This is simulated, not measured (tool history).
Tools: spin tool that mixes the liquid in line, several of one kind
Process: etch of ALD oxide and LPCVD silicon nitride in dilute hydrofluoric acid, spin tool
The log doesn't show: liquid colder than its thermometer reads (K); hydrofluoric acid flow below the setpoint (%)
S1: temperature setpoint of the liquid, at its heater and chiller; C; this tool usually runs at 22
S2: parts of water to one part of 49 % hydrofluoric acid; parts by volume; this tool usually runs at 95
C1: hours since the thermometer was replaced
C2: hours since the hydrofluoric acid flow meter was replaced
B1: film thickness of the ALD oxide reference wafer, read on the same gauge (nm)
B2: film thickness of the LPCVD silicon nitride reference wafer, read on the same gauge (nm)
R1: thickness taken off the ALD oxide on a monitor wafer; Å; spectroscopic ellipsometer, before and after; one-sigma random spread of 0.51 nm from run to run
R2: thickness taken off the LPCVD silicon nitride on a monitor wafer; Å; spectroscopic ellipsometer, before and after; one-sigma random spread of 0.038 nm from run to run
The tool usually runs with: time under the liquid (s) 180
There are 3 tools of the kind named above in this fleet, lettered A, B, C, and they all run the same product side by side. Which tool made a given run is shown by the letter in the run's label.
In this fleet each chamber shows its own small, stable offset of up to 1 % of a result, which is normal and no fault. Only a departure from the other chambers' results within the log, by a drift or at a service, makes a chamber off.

{"run": "1C", "hour": 3.7, "S1": 22, "S2": 95, "time under the liquid (s)": 180, "C1": 2127.5, "C2": 824.2, "B1": 139.96, "B2": 120.01, "R1": 535.0, "R2": 8.7077}
{"run": "2B", "hour": 9.0, "S1": 22, "S2": 95, "time under the liquid (s)": 180, "C1": 1214.4, "C2": 204.2, "B1": 139.95, "B2": 119.98, "R1": 533.68, "R2": 8.2636}
{"run": "3A", "hour": 12.2, "S1": 22, "S2": 95, "time under the liquid (s)": 180, "C1": 337.5, "C2": 26.5, "B1": 139.98, "B2": 120.01, "R1": 524.62, "R2": 8.8785}
{"run": "4B", "hour": 14.6, "S1": 22, "S2": 95, "time under the liquid (s)": 180, "C1": 1220.0, "C2": 209.8, "B1": 140.05, "B2": 119.98, "R1": 531.36, "R2": 8.8267}
{"run": "5C", "hour": 17.9, "S1": 22, "S2": 95, "time under the liquid (s)": 180, "C1": 2141.7, "C2": 838.4, "B1": 140.01, "B2": 119.98, "R1": 524.45, "R2": 9.0149}
{"run": "6A", "hour": 21.3, "S1": 22, "S2": 95, "time under the liquid (s)": 180, "C1": 346.6, "C2": 35.6, "B1": 139.97, "B2": 120.0, "R1": 521.18, "R2": 8.2342}
{"run": "7B", "hour": 25.8, "S1": 22, "S2": 95, "time under the liquid (s)": 180, "C1": 1231.2, "C2": 221.0, "B1": 139.98, "B2": 120.02, "R1": 522.81, "R2": 8.5454}
{"run": "8A", "hour": 31.0, "S1": 22, "S2": 95, "time under the liquid (s)": 180, "C1": 356.3, "C2": 45.3, "B1": 140.0, "B2": 120.02, "R1": 534.6, "R2": 9.0236}
{"run": "9C", "hour": 33.5, "S1": 22, "S2": 95, "time under the liquid (s)": 180, "C1": 2157.3, "C2": 854.0, "B1": 140.02, "B2": 120.01, "R1": 532.82, "R2": 9.0445}
{"run": "10A", "hour": 38.6, "S1": 22, "S2": 95, "time under the liquid (s)": 180, "C1": 363.9, "C2": 52.9, "B1": 139.99, "B2": 119.99, "R1": 516.26, "R2": 8.2871}
{"run": "11B", "hour": 43.8, "S1": 22, "S2": 110, "time under the liquid (s)": 250, "C1": 1249.2, "C2": 239.0, "B1": 140.0, "B2": 119.99, "R1": 612.11, "R2": 10.366}
{"run": "12C", "hour": 47.6, "S1": 22, "S2": 110, "time under the liquid (s)": 250, "C1": 2171.4, "C2": 868.1, "B1": 140.01, "B2": 119.98, "R1": 625.18, "R2": 10.25}
{"run": "13A", "hour": 52.0, "S1": 22, "S2": 110, "time under the liquid (s)": 250, "C1": 377.3, "C2": 66.3, "B1": 140.04, "B2": 120.02, "R1": 631.87, "R2": 11.069}
{"run": "14C", "hour": 55.7, "S1": 22, "S2": 95, "time under the liquid (s)": 180, "C1": 2179.5, "C2": 876.2, "B1": 139.99, "B2": 119.99, "R1": 532.1, "R2": 9.0624}
{"run": "15B", "hour": 59.9, "S1": 22, "S2": 95, "time under the liquid (s)": 180, "C1": 1265.3, "C2": 255.1, "B1": 140.02, "B2": 120.01, "R1": 516.96, "R2": 7.831}
{"run": "16A", "hour": 64.1, "S1": 22, "S2": 95, "time under the liquid (s)": 180, "C1": 389.4, "C2": 78.4, "B1": 140.02, "B2": 120.01, "R1": 525.8, "R2": 8.674}
{"run": "17B", "hour": 67.1, "S1": 22, "S2": 95, "time under the liquid (s)": 180, "C1": 1272.5, "C2": 262.3, "B1": 139.94, "B2": 120.01, "R1": 511.7, "R2": 8.9234}
{"run": "18C", "hour": 72.3, "S1": 22, "S2": 95, "time under the liquid (s)": 180, "C1": 2196.1, "C2": 892.8, "B1": 140.01, "B2": 120.02, "R1": 525.8, "R2": 8.028}
{"run": "19B", "hour": 77.3, "S1": 22, "S2": 95, "time under the liquid (s)": 180, "C1": 1282.7, "C2": 272.5, "B1": 139.98, "B2": 119.99, "R1": 488.02, "R2": 7.7947}
{"run": "20C", "hour": 81.2, "S1": 18, "S2": 95, "time under the liquid (s)": 95, "C1": 2205.0, "C2": 901.7, "B1": 140.01, "B2": 120.02, "R1": 236.28, "R2": 3.6179}

Is one chamber out of step, is the gauge drifting, or do the chambers differ by no more than their own small offsets? For an off chamber, give its letter and the likeliest cause.

It is chamber B that slowly wanders off from its peers.
Most likely cause: hydrofluoric acid flow below the setpoint (%) = 6.52.

Chamber B could run next with any of the 4 candidate recipes listed below; each alters the usual settings, and their results appear as question marks. Which one brings its results back in line with what the other chambers deliver on the usual settings?
To be in line, a result may differ from the other chambers' mean on the usual settings by at most: R1 18.00 Å; R2 1.3000 Å
{"run": "21B-1", "hour": 85.1, "S1": 22.5, "S2": 95, "time under the liquid (s)": 190, "R1": "?", "R2": "?"}
{"run": "21B-2", "hour": 85.1, "S1": 21.5, "S2": 100, "time under the liquid (s)": 170, "R1": "?", "R2": "?"}
{"run": "21B-3", "hour": 85.1, "S1": 22.5, "S2": 90, "time under the liquid (s)": 190, "R1": "?", "R2": "?"}
{"run": "21B-4", "hour": 85.1, "S1": 21.5, "S2": 95, "time under the liquid (s)": 170, "R1": "?", "R2": "?"}

Usual-settings mean across the other chambers: R1 529.20 Å; R2 8.6006 Å
run=21B-1 R1=536.56 R2=8.8731
run=21B-2 R1=434.71 R2=7.0470
run=21B-3 R1=570.52 R2=9.3651
run=21B-4 R1=460.75 R2=7.4151
With 21B-1, the chamber falls back in line with the rest.

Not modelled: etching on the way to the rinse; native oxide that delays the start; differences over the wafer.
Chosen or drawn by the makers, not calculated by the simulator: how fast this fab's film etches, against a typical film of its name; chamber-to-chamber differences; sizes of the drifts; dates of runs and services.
